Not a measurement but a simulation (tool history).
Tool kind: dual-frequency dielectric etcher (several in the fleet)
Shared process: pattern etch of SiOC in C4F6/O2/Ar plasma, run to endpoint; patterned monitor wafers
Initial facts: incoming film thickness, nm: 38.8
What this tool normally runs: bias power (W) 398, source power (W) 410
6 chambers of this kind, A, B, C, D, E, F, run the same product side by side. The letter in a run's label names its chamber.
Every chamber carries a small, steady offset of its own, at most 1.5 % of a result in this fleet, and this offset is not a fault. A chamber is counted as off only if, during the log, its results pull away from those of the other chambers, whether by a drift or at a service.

At hour 8.5: chamber F: wet clean of the chamber.
Run 1F, hour 11.8: usual settings. Result: endpoint time (s) 13.946.
Run 2E, hour 25.0: usual settings. Result: endpoint time (s) 14.309.
Run 3B, hour 36.3: usual settings. Result: endpoint time (s) 14.003.
Run 4C, hour 42.2: usual settings. Result: endpoint time (s) 13.703.
Run 5A, hour 55.7: usual settings. Result: endpoint time (s) 13.873.
At hour 61.9: chamber A: wet clean of the chamber.
Run 6D, hour 67.6: usual settings. Result: endpoint time (s) 13.987.
Run 7D, hour 78.2: usual settings. Result: endpoint time (s) 14.007.
Run 8B, hour 89.2: usual settings. Result: endpoint time (s) 14.037.
Run 9F, hour 100.6: usual settings. Result: endpoint time (s) 13.949.
Run 10E, hour 110.9: usual settings. Result: endpoint time (s) 14.278.
Run 11C, hour 117.0: usual settings. Result: endpoint time (s) 13.950.
Run 12A, hour 123.8: usual settings but source power (W) 500. Result: endpoint time (s) 13.013.
Run 13F, hour 136.1: usual settings but source power (W) 500. Result: endpoint time (s) 12.796.
Run 14A, hour 146.8: usual settings but source power (W) 500. Result: endpoint time (s) 12.989.
Run 15C, hour 153.2: usual settings but source power (W) 500. Result: endpoint time (s) 13.033.
At hour 156.6: chamber B: wet clean of the chamber.
Run 16B, hour 162.9: usual settings but source power (W) 500. Result: endpoint time (s) 13.117.
Run 17D, hour 174.1: usual settings but source power (W) 500. Result: endpoint time (s) 13.105.
At hour 180.1: chamber D: wet clean of the chamber.
Run 18E, hour 181.7: usual settings. Result: endpoint time (s) 14.176.
At hour 185.0: chamber C: wet clean of the chamber.
At hour 189.1: chamber E: wet clean of the chamber.
Run 19E, hour 190.5: usual settings but source power (W) 460. Result: endpoint time (s) 14.322.
Run 20A, hour 202.0: usual settings but source power (W) 460. Result: endpoint time (s) 13.136.
Run 21D, hour 215.6: usual settings but source power (W) 460. Result: endpoint time (s) 13.542.
Run 22C, hour 223.2: usual settings but source power (W) 460. Result: endpoint time (s) 13.433.
Run 23B, hour 232.4: usual settings but source power (W) 460. Result: endpoint time (s) 13.374.
Run 24F, hour 241.4: usual settings but source power (W) 460. Result: endpoint time (s) 13.294.
Run 25F, hour 252.9: usual settings but bias power (W) 362, source power (W) 450. Result: endpoint time (s) 13.693.
Run 26A, hour 266.4: usual settings but bias power (W) 362, source power (W) 450. Result: endpoint time (s) 13.960.
Run 27E, hour 273.1: usual settings but bias power (W) 362, source power (W) 450. Result: endpoint time (s) 14.725.
Run 28D, hour 281.2: usual settings but bias power (W) 362, source power (W) 450. Result: endpoint time (s) 13.899.
Run 29B, hour 293.6: usual settings but bias power (W) 362, source power (W) 450. Result: endpoint time (s) 14.120.
Run 30C, hour 304.4: usual settings but bias power (W) 362, source power (W) 450. Result: endpoint time (s) 14.061.
Run 31C, hour 312.7: usual settings. Result: endpoint time (s) 13.914.
Run 32A, hour 318.7: usual settings but bias power (W) 491, source power (W) 480. Result: endpoint time (s) 11.946.
Run 33D, hour 329.6: usual settings but bias power (W) 491, source power (W) 480. Result: endpoint time (s) 12.228.
Run 34B, hour 336.4: usual settings but bias power (W) 491, source power (W) 480. Result: endpoint time (s) 12.395.
Run 35F, hour 343.5: usual settings but bias power (W) 491, source power (W) 480. Result: endpoint time (s) 12.157.
Run 36E, hour 353.2: usual settings but bias power (W) 491, source power (W) 480. Result: endpoint time (s) 12.996.
Run 37E, hour 363.0: usual settings but bias power (W) 491, source power (W) 480. Result: endpoint time (s) 13.011.
Run 38B, hour 371.5: usual settings. Result: endpoint time (s) 14.059.

Does one chamber stand apart from the rest, does the shared gauge drift, or is all well apart from small per-chamber offsets? Give the chamber and the most likely cause, where there is one.

After it was serviced, chamber E no longer matches the other chambers.
Most likely cause: etch rate under this chamber's usual, % = 4.6.

Chamber E could run next with any of the 4 candidate recipes listed below; each alters the usual settings, and their results appear as question marks. Which one brings its results back in line with what the other chambers deliver on the usual settings?
Counts as in line when no further than this from what the other chambers average on the usual settings: endpoint time (s) 0.390
Run 39E-1, hour 381.2: usual settings but bias power (W) 466. Result: endpoint time (s) ?.
Run 39E-2, hour 381.2: usual settings but bias power (W) 404, source power (W) 420. Result: endpoint time (s) ?.
Run 39E-3, hour 381.2: usual settings but bias power (W) 330. Result: endpoint time (s) ?.
Run 39E-4, hour 381.2: usual settings but source power (W) 400. Result: endpoint time (s) ?.

On the usual settings, the other chambers give on average: endpoint time (s) 13.990
  run  endpoint time (s)
39E-1             14.024
39E-2             14.638
39E-3             15.872
39E-4             14.992
Change 39E-1 lands the chamber within the allowed miss of the other chambers.
